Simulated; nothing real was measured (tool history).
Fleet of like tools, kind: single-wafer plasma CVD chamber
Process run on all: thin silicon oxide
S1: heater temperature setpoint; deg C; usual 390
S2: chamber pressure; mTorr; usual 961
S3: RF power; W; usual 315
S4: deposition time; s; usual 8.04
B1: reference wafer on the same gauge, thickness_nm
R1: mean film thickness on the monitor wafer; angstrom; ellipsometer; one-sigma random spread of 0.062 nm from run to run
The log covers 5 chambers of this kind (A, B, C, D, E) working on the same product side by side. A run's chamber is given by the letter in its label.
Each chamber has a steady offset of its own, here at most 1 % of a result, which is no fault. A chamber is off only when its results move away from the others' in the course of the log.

run	hour	S1	S2	S3	S4	B1	R1
1D	3.5	390	961	315	8.04	20.288	178.56
2A	9	390	961	315	8.04	20.294	178.79
3C	12.5	390	961	315	8.04	20.294	177.84
4E	15.9	390	961	315	8.04	20.302	177.65
5B	21	390	961	315	8.04	20.3	176.33
6D	24.3	390	961	315	8.04	20.29	178.29
7C	28.1	390	961	315	8.04	20.291	179.13
8A	31.9	390	865	315	7.15	20.3	145.31
9E	37	390	865	315	7.15	20.31	144.71
10B	40.5	390	865	315	7.15	20.308	144.72
11C	44.8	390	865	315	7.15	20.3	145.5
12A	50.9	390	865	315	7.15	20.282	145.67
13B	53.7	390	961	315	8.04	20.306	177.8
14D	56.8	390	961	315	8.04	20.293	178.25
15E	62.9	390	961	315	8.04	20.312	177.45
16C	66.6	390	961	315	8.04	20.301	178.64
17E	71.8	390	961	315	8.04	20.307	178.11
18B	77.7	390	961	315	8.04	20.313	176.7
19A	80.7	390	961	315	8.04	20.3	180.02
# hour 83.6: chamber D: capacitance manometer re-zeroed and calibrated
20D	84.1	390	961	315	8.04	20.309	183.57
21D	86.9	390	961	315	8.04	20.298	184.99
22C	92.6	390	961	315	8.04	20.292	177.55
23E	97.6	390	961	315	8.04	20.31	177.72
24A	100.5	390	961	315	8.04	20.307	179.61
25B	103.8	390	961	315	8.04	20.306	176.83
26D	108	390	961	315	8.04	20.314	184.05
# hour 110.2: chamber A: RF generator calibrated
27A	113.9	390	961	315	8.04	20.308	179.81
28E	119	390	961	315	8.04	20.308	177.33
29C	123.1	390	961	315	8.04	20.304	178.19
30B	126.7	390	961	315	8.04	20.303	178.13
31C	132.1	390	961	315	8.04	20.301	178.67
32E	135.8	390	961	315	8.04	20.308	177.97
33B	139.6	390	961	315	8.04	20.303	178.02
34A	144.2	381	961	315	8.65	20.313	195.04
35D	148.3	381	961	315	8.65	20.297	200.21
36D	154.3	381	961	315	8.65	20.312	200.21

One chamber off, gauge drift, or nothing amiss beyond the chambers' own small offsets? If it is a chamber, which one, and what is the likeliest cause?

The work done on chamber D during a service left it standing apart from the others.
What lies behind it: true pressure above the setpoint (%) = 4.81.

Chamber D could run next with any of the 4 candidate recipes listed below; each alters the usual settings, and their results appear as question marks. Which one brings its results back in line with what the other chambers deliver on the usual settings?
A result is in line if it is within this distance of the other chambers' mean on the usual settings: R1 2.2 angstrom
37D-1	158.8	390	877	315	8.04		?
37D-2	158.8	390	961	325	8.55		?
37D-3	158.8	390	979	315	8.18		?
37D-4	158.8	390	914	315	8.04		?

Other chambers, usual settings, mean: R1 178.07 angstrom
run	R1
37D-1	171.91
37D-2	198.44
37D-3	189.75
37D-4	177.84
37D-4 brings the chamber back in line.
